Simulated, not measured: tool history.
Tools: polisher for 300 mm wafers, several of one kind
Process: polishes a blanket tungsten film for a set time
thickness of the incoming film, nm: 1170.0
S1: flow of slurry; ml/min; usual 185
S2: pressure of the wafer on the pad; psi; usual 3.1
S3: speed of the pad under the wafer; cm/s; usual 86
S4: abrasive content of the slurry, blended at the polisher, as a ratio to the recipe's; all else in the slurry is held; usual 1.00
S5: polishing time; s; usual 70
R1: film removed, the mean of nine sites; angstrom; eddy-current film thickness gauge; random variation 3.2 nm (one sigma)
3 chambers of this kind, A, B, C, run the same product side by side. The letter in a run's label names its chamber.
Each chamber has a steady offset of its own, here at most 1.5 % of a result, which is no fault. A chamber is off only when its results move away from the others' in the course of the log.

| run | day | S1 | S2 | S3 | S4 | S5 | R1 |
|---|---|---|---|---|---|---|---|
| 1B | 0.162 | 185 | 3.1 | 86 | 1.00 | 70 | 2822.6 |
| 2C | 0.342 | 185 | 3.1 | 86 | 1.00 | 70 | 2886.5 |
| 3A | 0.567 | 185 | 3.1 | 86 | 1.00 | 70 | 2815.3 |
| 4A | 0.738 | 185 | 3.1 | 86 | 1.00 | 70 | 2880.1 |
| 5C | 0.971 | 185 | 3.1 | 86 | 1.00 | 70 | 2798.5 |
|  | 1.071 | chamber A: slurry nozzle cleaned |
| 6B | 1.121 | 185 | 3.1 | 86 | 1.00 | 70 | 2804.0 |
|  | 1.162 | chamber B: slurry tank refilled with fresh slurry and peroxide |
| 7C | 1.271 | 185 | 3.1 | 86 | 1.00 | 70 | 2817.2 |
| 8A | 1.417 | 185 | 3.1 | 86 | 1.00 | 70 | 2888.6 |
| 9B | 1.658 | 185 | 3.1 | 86 | 1.00 | 70 | 2826.0 |
| 10B | 1.850 | 185 | 3.1 | 86 | 1.00 | 70 | 2883.5 |
|  | 2.029 | chamber A: slurry blender recalibrated |
| 11C | 2.038 | 185 | 3.1 | 86 | 1.00 | 70 | 2867.9 |
| 12A | 2.183 | 185 | 3.1 | 86 | 1.00 | 70 | 2809.3 |
|  | 2.271 | chamber B: worn pad replaced by a new one |
| 13B | 2.358 | 185 | 3.1 | 86 | 1.00 | 70 | 2873.9 |
|  | 2.446 | chamber C: slurry nozzle cleaned |
| 14A | 2.525 | 185 | 3.1 | 86 | 1.00 | 70 | 2880.3 |
| 15C | 2.696 | 185 | 3.1 | 86 | 1.00 | 70 | 2763.6 |
| 16A | 2.942 | 185 | 3.1 | 86 | 1.00 | 70 | 2819.4 |
| 17C | 3.121 | 185 | 3.1 | 86 | 1.00 | 70 | 2784.0 |
| 18B | 3.338 | 185 | 3.1 | 86 | 1.00 | 70 | 2785.9 |
|  | 3.425 | chamber C: worn pad replaced by a new one |
| 19C | 3.533 | 185 | 3.1 | 86 | 1.00 | 70 | 2810.1 |
| 20A | 3.708 | 185 | 3.1 | 86 | 1.00 | 70 | 2892.7 |
| 21B | 3.892 | 185 | 3.1 | 86 | 1.00 | 70 | 2827.1 |
| 22C | 4.108 | 185 | 3.1 | 86 | 1.00 | 70 | 2744.2 |
| 23B | 4.275 | 185 | 3.1 | 86 | 1.00 | 70 | 2801.9 |
|  | 4.371 | chamber A: slurry tank refilled with fresh slurry and peroxide |
| 24A | 4.471 | 185 | 3.1 | 86 | 1.00 | 70 | 2820.4 |
| 25A | 4.708 | 185 | 3.1 | 86 | 1.25 | 70 | 3023.5 |
| 26C | 4.838 | 185 | 3.1 | 86 | 1.25 | 70 | 2883.1 |
| 27B | 5.083 | 185 | 3.1 | 86 | 1.25 | 70 | 2889.4 |
|  | 5.279 | chamber B: slurry tank refilled with fresh slurry and peroxide |
| 28A | 5.329 | 185 | 2.5 | 86 | 1.00 | 77 | 2543.7 |
|  | 5.392 | chamber C: head pressure recalibrated |
| 29C | 5.471 | 185 | 2.5 | 86 | 1.00 | 77 | 2417.4 |
| 30B | 5.704 | 185 | 2.5 | 86 | 1.00 | 77 | 2468.1 |
| 31C | 5.850 | 185 | 3.1 | 86 | 1.00 | 70 | 2699.0 |
| 32A | 5.971 | 185 | 3.1 | 86 | 1.00 | 70 | 2823.3 |
| 33B | 6.183 | 185 | 3.1 | 86 | 1.00 | 70 | 2856.3 |
|  | 6.325 | chamber A: slurry blender recalibrated |
|  | 6.400 | chamber A: worn pad replaced by a new one |
| 34C | 6.404 | 185 | 3.1 | 86 | 1.00 | 70 | 2662.3 |
| 35A | 6.538 | 185 | 3.1 | 86 | 1.00 | 70 | 2903.2 |
| 36B | 6.729 | 185 | 3.1 | 86 | 1.00 | 70 | 2846.6 |
| 37A | 6.954 | 185 | 3.1 | 86 | 1.00 | 70 | 2766.9 |
| 38B | 7.200 | 185 | 3.1 | 86 | 1.00 | 70 | 2857.5 |
| 39C | 7.354 | 185 | 3.1 | 86 | 1.00 | 70 | 2672.4 |
| 40B | 7.496 | 185 | 3.1 | 86 | 1.00 | 70 | 2805.1 |
| 41C | 7.646 | 185 | 3.1 | 86 | 1.00 | 70 | 2637.6 |
| 42A | 7.758 | 185 | 3.1 | 86 | 1.00 | 70 | 2863.4 |
| 43C | 7.896 | 185 | 3.1 | 86 | 1.00 | 70 | 2527.2 |

Is one chamber off against the others, does the gauge drift, or is nothing wrong? If a chamber is off, say which, and what the likeliest cause is.

Chamber C drifts away from the others.
Cause: peroxide lost from the slurry, % = 20.7.
The log may not tell that from: slurry flow missing at the pad, %; abrasive missing from the slurry, %.

Here are 4 candidates for chamber C's next run, each the usual settings with a change, their results left as question marks. Which one brings its results back in line with what the others give on the usual settings?
In line means no further than this from the other chambers' mean on the usual settings: R1 110.0 angstrom
| 44C-1 | 8.079 | 185 | 3.2 | 88 | 1.00 | 72 | ? |
| 44C-2 | 8.079 | 185 | 2.8 | 86 | 1.00 | 70 | ? |
| 44C-3 | 8.079 | 185 | 3.1 | 86 | 1.00 | 83 | ? |
| 44C-4 | 8.079 | 185 | 3.1 | 80 | 1.00 | 64 | ? |

The other chambers' mean on the usual settings: R1 2840.8 angstrom
| run | R1 |
|---|---|
| 44C-1 | 2814.3 |
| 44C-2 | 2342.1 |
| 44C-3 | 3072.8 |
| 44C-4 | 2206.0 |
44C-1 brings the chamber back in line.

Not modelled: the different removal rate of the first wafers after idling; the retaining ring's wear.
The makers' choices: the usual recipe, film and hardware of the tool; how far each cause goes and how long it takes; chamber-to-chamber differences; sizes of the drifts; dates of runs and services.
